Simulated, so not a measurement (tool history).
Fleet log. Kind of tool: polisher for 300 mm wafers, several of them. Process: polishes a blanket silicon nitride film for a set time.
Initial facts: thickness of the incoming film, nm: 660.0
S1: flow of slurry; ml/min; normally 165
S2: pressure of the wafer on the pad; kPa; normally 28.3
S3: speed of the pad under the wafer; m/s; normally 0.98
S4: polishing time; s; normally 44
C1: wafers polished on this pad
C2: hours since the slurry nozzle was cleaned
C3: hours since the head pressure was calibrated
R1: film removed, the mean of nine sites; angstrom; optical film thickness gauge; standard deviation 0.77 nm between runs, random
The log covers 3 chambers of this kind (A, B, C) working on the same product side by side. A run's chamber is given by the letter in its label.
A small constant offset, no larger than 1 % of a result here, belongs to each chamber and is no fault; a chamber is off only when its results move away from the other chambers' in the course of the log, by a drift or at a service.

run 1C hour=14.1 | S1=165 S2=28.3 S3=0.98 S4=44 | C1=482 C2=125.0 C3=115.4 | R1=879.21
run 2A hour=26.5 | S1=165 S2=28.3 S3=0.98 S4=44 | C1=896 C2=97.8 C3=764.7 | R1=884.18
-- hour=40.0 chamber C: worn pad replaced by a new one
run 3B hour=41.0 | S1=165 S2=28.3 S3=0.98 S4=44 | C1=1010 C2=287.2 C3=293.4 | R1=878.76
-- hour=45.9 chamber B: slurry nozzle cleaned
-- hour=49.5 chamber B: worn pad replaced by a new one
run 4A hour=52.6 | S1=165 S2=28.3 S3=0.98 S4=44 | C1=1301 C2=123.9 C3=790.8 | R1=879.17
run 5C hour=60.4 | S1=165 S2=28.3 S3=0.98 S4=44 | C1=316 C2=171.3 C3=161.7 | R1=888.87
run 6B hour=72.9 | S1=165 S2=28.3 S3=0.98 S4=44 | C1=363 C2=27.1 C3=325.3 | R1=889.17
run 7B hour=82.5 | S1=165 S2=28.3 S3=0.98 S4=44 | C1=512 C2=36.7 C3=334.9 | R1=886.64
run 8C hour=97.9 | S1=165 S2=28.3 S3=0.98 S4=44 | C1=899 C2=208.8 C3=199.2 | R1=882.35
run 9A hour=105.7 | S1=165 S2=28.3 S3=0.98 S4=44 | C1=2126 C2=177.0 C3=843.9 | R1=863.43
-- hour=107.0 chamber C: worn pad replaced by a new one
-- hour=112.9 chamber B: worn pad replaced by a new one
run 10C hour=117.4 | S1=125 S2=28.3 S3=0.98 S4=44 | C1=162 C2=228.3 C3=218.7 | R1=835.92
run 11A hour=127.6 | S1=125 S2=28.3 S3=0.98 S4=44 | C1=2466 C2=198.9 C3=865.8 | R1=821.43
run 12B hour=136.3 | S1=125 S2=28.3 S3=0.98 S4=44 | C1=363 C2=90.5 C3=388.7 | R1=838.70
run 13A hour=148.9 | S1=165 S2=28.3 S3=0.98 S4=44 | C1=2796 C2=220.2 C3=887.1 | R1=855.74
-- hour=159.5 chamber C: worn pad replaced by a new one
run 14B hour=162.2 | S1=165 S2=28.3 S3=0.98 S4=44 | C1=766 C2=116.4 C3=414.6 | R1=892.87
-- hour=169.6 chamber C: head pressure recalibrated
run 15C hour=170.8 | S1=165 S2=28.3 S3=0.98 S4=44 | C1=175 C2=281.7 C3=1.3 | R1=874.51
-- hour=176.7 chamber B: worn pad replaced by a new one
run 16C hour=183.6 | S1=165 S2=28.3 S3=0.98 S4=44 | C1=374 C2=294.5 C3=14.1 | R1=880.78
run 17B hour=193.0 | S1=165 S2=28.3 S3=0.98 S4=44 | C1=254 C2=147.2 C3=445.4 | R1=886.55
run 18A hour=208.9 | S1=165 S2=28.3 S3=0.98 S4=44 | C1=3728 C2=280.2 C3=947.1 | R1=846.19
-- hour=213.7 chamber C: worn pad replaced by a new one
-- hour=216.1 chamber A: head pressure recalibrated
run 19C hour=223.3 | S1=165 S2=28.3 S3=0.98 S4=44 | C1=150 C2=334.2 C3=53.8 | R1=887.06
run 20A hour=233.1 | S1=165 S2=28.3 S3=0.98 S4=44 | C1=4104 C2=304.4 C3=17.1 | R1=833.23
run 21B hour=245.4 | S1=165 S2=28.3 S3=0.98 S4=44 | C1=1067 C2=199.6 C3=497.8 | R1=891.16
-- hour=247.0 chamber B: worn pad replaced by a new one
run 22A hour=260.3 | S1=165 S2=28.3 S3=0.98 S4=44 | C1=4526 C2=331.6 C3=44.3 | R1=834.44
-- hour=270.5 chamber C: worn pad replaced by a new one
run 23C hour=275.6 | S1=165 S2=20.0 S3=0.98 S4=39 | C1=80 C2=386.5 C3=106.1 | R1=555.40
run 24B hour=287.6 | S1=165 S2=20.0 S3=0.98 S4=39 | C1=631 C2=241.8 C3=540.0 | R1=558.42
run 25C hour=302.3 | S1=165 S2=20.0 S3=0.98 S4=39 | C1=494 C2=413.2 C3=132.8 | R1=546.34

Is one chamber out of step, is the gauge drifting, or do the chambers differ by no more than their own small offsets? For an off chamber, give its letter and the likeliest cause.

It is chamber A that slowly wanders off from its peers.
Likeliest cause: removal rate lost through wear of the pad, % = 7.84.
The log may not tell that from: slurry flow missing at the pad, %.

Chamber A could run next with any of the 4 candidate recipes listed below; each alters the usual settings, and their results appear as question marks. Which one brings its results back in line with what the other chambers deliver on the usual settings?
Counts as in line when no further than this from what the other chambers average on the usual settings: R1 27.00 angstrom
run 26A-1 hour=314.0 | S1=165 S2=28.3 S3=1.02 S4=46 | R1=?
run 26A-2 hour=314.0 | S1=165 S2=26.9 S3=0.94 S4=42 | R1=?
run 26A-3 hour=314.0 | S1=165 S2=28.3 S3=0.94 S4=42 | R1=?
run 26A-4 hour=314.0 | S1=165 S2=30.3 S3=0.98 S4=47 | R1=?

The mean the other chambers reach with the usual settings: R1 883.42 angstrom
run=26A-1 R1=874.89
run=26A-2 R1=711.25
run=26A-3 R1=747.55
run=26A-4 R1=928.38
26A-1 puts the chamber back in line with the other chambers.
